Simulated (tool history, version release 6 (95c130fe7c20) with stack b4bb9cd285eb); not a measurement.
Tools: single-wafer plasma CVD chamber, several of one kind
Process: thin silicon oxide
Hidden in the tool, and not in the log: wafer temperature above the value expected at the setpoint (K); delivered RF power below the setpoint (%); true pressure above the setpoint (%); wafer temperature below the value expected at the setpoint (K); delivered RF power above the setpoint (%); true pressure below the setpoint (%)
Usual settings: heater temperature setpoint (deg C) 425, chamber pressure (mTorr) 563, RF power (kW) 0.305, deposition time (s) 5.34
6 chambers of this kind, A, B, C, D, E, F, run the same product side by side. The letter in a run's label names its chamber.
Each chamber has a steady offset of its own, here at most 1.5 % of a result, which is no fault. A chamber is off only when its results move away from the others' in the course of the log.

run	hour	heater temperature setpoint (deg C)	chamber pressure (mTorr)	RF power (kW)	deposition time (s)	hours since the last thermocouple change	hours since the last RF generator calibration	hours since the last manometer calibration	read-back reference wafer on the same gauge, thickness_nm	mean film thickness on the monitor wafer (Å)
1C	9.1	425	563	0.305	5.34	1700.3	2027.7	1170.6	7.4887	67.105
2F	17.7	425	563	0.305	5.34	1586.9	468.1	974.5	7.4909	67.385
3A	23.7	425	563	0.305	5.34	2424.3	36.7	927.6	7.4911	67.341
4E	28.5	425	563	0.305	5.34	1495.6	1653.1	1466.8	7.4925	66.888
5B	32.6	425	563	0.305	5.34	1325.4	694.9	2630.0	7.5001	67.582
6D	38.8	425	563	0.305	5.34	307.2	1013.8	2132.6	7.4915	67.083
7E	46.3	425	563	0.305	5.34	1513.4	1670.9	1484.6	7.4853	66.734
8B	54.4	425	563	0.305	5.34	1347.2	716.7	2651.8	7.4888	67.793
# hour 57.4: chamber B: RF generator calibrated
9F	61.6	425	563	0.305	5.34	1630.8	512.0	1018.4	7.4862	67.791
10C	66.7	425	563	0.305	5.34	1757.9	2085.3	1228.2	7.4883	66.789
# hour 70.1: chamber C: RF generator calibrated
11A	72.3	425	563	0.305	5.34	2472.9	85.3	976.2	7.4891	67.060
12D	77.5	425	563	0.305	5.34	345.9	1052.5	2171.3	7.4957	66.977
13E	84.3	425	563	0.305	5.34	1551.4	1708.9	1522.6	7.4875	66.351
14B	92.0	425	563	0.305	5.34	1384.8	34.7	2689.4	7.4904	67.430
15C	99.4	425	563	0.305	5.34	1790.6	29.3	1260.9	7.4869	67.251
# hour 100.6: chamber B: capacitance manometer re-zeroed and calibrated
16A	104.3	425	563	0.305	5.34	2504.9	117.3	1008.2	7.4851	67.112
17F	109.9	425	563	0.305	5.34	1679.1	560.3	1066.7	7.4814	67.173
18D	116.6	425	563	0.305	5.34	385.0	1091.6	2210.4	7.4905	67.402
19D	123.7	425	563	0.305	4.30	392.1	1098.7	2217.5	7.4866	53.607
20A	128.0	425	563	0.305	4.30	2528.6	141.0	1031.9	7.4913	54.185
21C	132.4	425	563	0.305	4.30	1823.6	62.3	1293.9	7.4935	54.279
22F	136.7	425	563	0.305	4.30	1705.9	587.1	1093.5	7.5002	54.304
23B	145.3	425	563	0.305	4.30	1438.1	88.0	44.7	7.4981	51.062
24E	153.1	425	563	0.305	4.30	1620.2	1777.7	1591.4	7.4900	53.416
25D	157.4	425	563	0.305	5.34	425.8	1132.4	2251.2	7.4846	67.026
26A	162.6	425	563	0.305	5.34	2563.2	175.6	1066.5	7.4986	67.586
27C	168.9	425	563	0.305	5.34	1860.1	98.8	1330.4	7.4953	67.144
28E	175.8	425	676	0.305	5.83	1642.9	1800.4	1614.1	7.4819	88.027
29F	181.2	425	676	0.305	5.83	1750.4	631.6	1138.0	7.4830	89.838
30B	186.8	425	676	0.305	5.83	1479.6	129.5	86.2	7.4970	85.589
31D	192.5	425	676	0.305	5.83	460.9	1167.5	2286.3	7.5014	89.390
32C	200.7	425	676	0.305	5.83	1891.9	130.6	1362.2	7.4935	88.709
33E	205.0	425	676	0.305	5.83	1672.1	1829.6	1643.3	7.4917	89.105
# hour 209.0: chamber F: thermocouple changed; heater temperature recalibrated
34A	211.5	425	563	0.305	5.34	2612.1	224.5	1115.4	7.4945	66.911
35F	217.3	425	563	0.305	5.34	8.4	667.7	1174.1	7.4941	67.111
36B	221.9	425	563	0.305	5.34	1514.7	164.6	121.3	7.4818	63.784
37F	227.9	425	563	0.305	5.34	19.0	678.3	1184.7	7.4961	67.462
38D	234.7	425	563	0.305	5.34	503.1	1209.7	2328.5	7.4861	67.030
39A	242.0	425	563	0.305	5.34	2642.6	255.0	1145.9	7.4910	67.170

Is one chamber off against the others, does the gauge drift, or is nothing wrong? If a chamber is off, say which, and what the likeliest cause is.

A service left chamber B off against the others.
Cause: true pressure below the setpoint (%) = 5.

Here are 4 candidates for chamber B's next run, each the usual settings with a change, their results left as question marks. Which one brings its results back in line with what the others give on the usual settings?
In line means no further than this from the other chambers' mean on the usual settings: mean film thickness on the monitor wafer (Å) 1.000
40B-1	248.5	425	568	0.305	5.37					?
40B-2	248.5	425	556	0.305	5.34					?
40B-3	248.5	425	563	0.345	5.34					?
40B-4	248.5	425	563	0.300	5.12					?

The other chambers' mean on the usual settings: mean film thickness on the monitor wafer (Å) 66.974
run	mean film thickness on the monitor wafer (Å)
40B-1	64.781
40B-2	62.877
40B-3	66.919
40B-4	60.748
40B-3 brings the chamber back in line.
